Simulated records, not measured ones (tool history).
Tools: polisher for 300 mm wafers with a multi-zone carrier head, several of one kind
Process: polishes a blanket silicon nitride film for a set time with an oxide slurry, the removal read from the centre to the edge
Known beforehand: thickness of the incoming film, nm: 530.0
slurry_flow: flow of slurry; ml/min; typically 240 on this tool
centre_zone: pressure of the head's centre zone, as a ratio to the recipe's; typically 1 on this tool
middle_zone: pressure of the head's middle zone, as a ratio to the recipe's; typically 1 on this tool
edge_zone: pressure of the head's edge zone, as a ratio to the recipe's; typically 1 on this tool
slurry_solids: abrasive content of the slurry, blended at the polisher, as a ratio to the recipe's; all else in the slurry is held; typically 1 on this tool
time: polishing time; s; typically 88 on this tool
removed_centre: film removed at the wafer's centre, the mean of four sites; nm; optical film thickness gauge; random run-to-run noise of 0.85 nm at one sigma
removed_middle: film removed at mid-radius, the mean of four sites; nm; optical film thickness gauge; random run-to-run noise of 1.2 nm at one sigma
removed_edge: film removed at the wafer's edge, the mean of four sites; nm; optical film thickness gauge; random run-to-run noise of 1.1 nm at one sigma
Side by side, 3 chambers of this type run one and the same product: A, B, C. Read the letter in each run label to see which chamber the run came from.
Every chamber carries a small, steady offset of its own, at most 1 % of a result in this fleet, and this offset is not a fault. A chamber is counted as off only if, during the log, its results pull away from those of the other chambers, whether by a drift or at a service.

run,day,slurry_flow,centre_zone,middle_zone,edge_zone,slurry_solids,time,removed_centre,removed_middle,removed_edge
1A,0.104,240,1,1,1,1,88,79.093,77.954,79.737
2B,0.233,240,1,1,1,1,88,78.414,78.374,80.209
3C,0.379,240,1,1,1,1,88,82.055,79.303,80.397
# day 0.383: chamber C: centre zone pressure recalibrated
4A,0.538,240,1,1,1,1,88,78.256,78.574,79.333
5B,0.704,240,1,1,1,1,88,80.331,81.134,79.058
6C,0.871,240,1,1,1,1,88,78.159,80.857,80.027
7A,1.021,240,1.05,1,1,1,88,84.817,79.708,81.112
8C,1.192,240,1.05,1,1,1,88,85.417,79.188,78.474
9B,1.292,240,1.05,1,1,1,88,82.7,80.666,79.461
10A,1.475,240,1,1,1,1,88,79.875,77.975,80.538
11C,1.642,240,1,1,1,1,88,79.849,79.594,79.507
12B,1.75,320,1.04,1,1,1,88,85.574,80.492,81.05
13C,1.875,320,1.04,1,1,1,88,85.188,82.21,81.822
14B,2.012,320,1.04,1,1,1,88,86.93,81.424,80.293
15A,2.121,240,1,1,1,1,88,78.919,79.764,80.799
# day 2.258: chamber C: worn pad replaced by a new one
16C,2.262,240,1,1,1,1,88,80.617,77.321,79.568
17B,2.421,240,0.93,1,1,1,88,75.176,80.727,78.332
18A,2.588,240,0.93,1,1,1,88,72.376,77.272,79.24
19B,2.738,240,0.93,1,1,1,88,75.323,80.76,81.588
20C,2.875,275,1,1,1,1,72,66.824,66.401,66.282
21A,3.067,275,1,1,1,1,72,63.575,64.266,64.854
22B,3.192,275,1,1,1,1,72,65.178,66.734,65.898
23A,3.292,240,1,1,1,1,88,77.563,77.956,78.958
24C,3.442,240,1,1,1,1,88,79.356,80.216,77.958
25A,3.596,240,1,1,1,1,88,78.196,78.677,76.724
26C,3.775,240,1,1,1,1,88,79.242,78.594,80.371
27B,3.904,240,1,1,1,1,88,79.913,80.707,78.793
28B,3.996,240,1,1,1,1,88,79.805,79.984,79.699
29C,4.179,190,0.9,1,1,1,88,69.381,79.503,76.371
30A,4.308,190,0.9,1,1,1,88,64.811,73.936,74.778
31C,4.425,190,0.9,1,1,1,88,68.177,78.277,79.05
32A,4.571,240,1,1,1,1,88,76.88,76.285,77.883
33B,4.758,240,1,1,1,1,88,79.668,82.768,80.909
34A,4.896,240,1,1,1,1,98,85.331,84.384,84.732
35C,5,240,1,1,1,1,98,87.699,89.836,87.564
36B,5.088,240,1,1,1,1,98,90.107,87.334,88.978
37A,5.175,240,1,1,1,1,88,74.914,76.746,76.289
38B,5.317,240,1,1,1,1,88,80.623,81.336,77.761
39C,5.408,240,1,1,1,1,88,79.27,78.161,78.779
40C,5.558,240,1,1,1,1,88,78.296,79.285,80.524
41B,5.704,240,1,1,1,1,88,80.268,80.22,79.61
42A,5.871,240,1,1,1,1,88,72.839,74.4,74.455

For the next run the whole fleet of 3 chambers uses the same settings. Give each chamber's results:
43A,6.017,240,1,1,1,1,88,?,?,?
43B,6.017,240,1,1,1,1,88,?,?,?
43C,6.017,240,1,1,1,1,88,?,?,?

run,removed_centre,removed_middle,removed_edge
43A,73.894,74.824,73.458
43B,80.65,79.408,79.172
43C,79.331,77.623,78.177
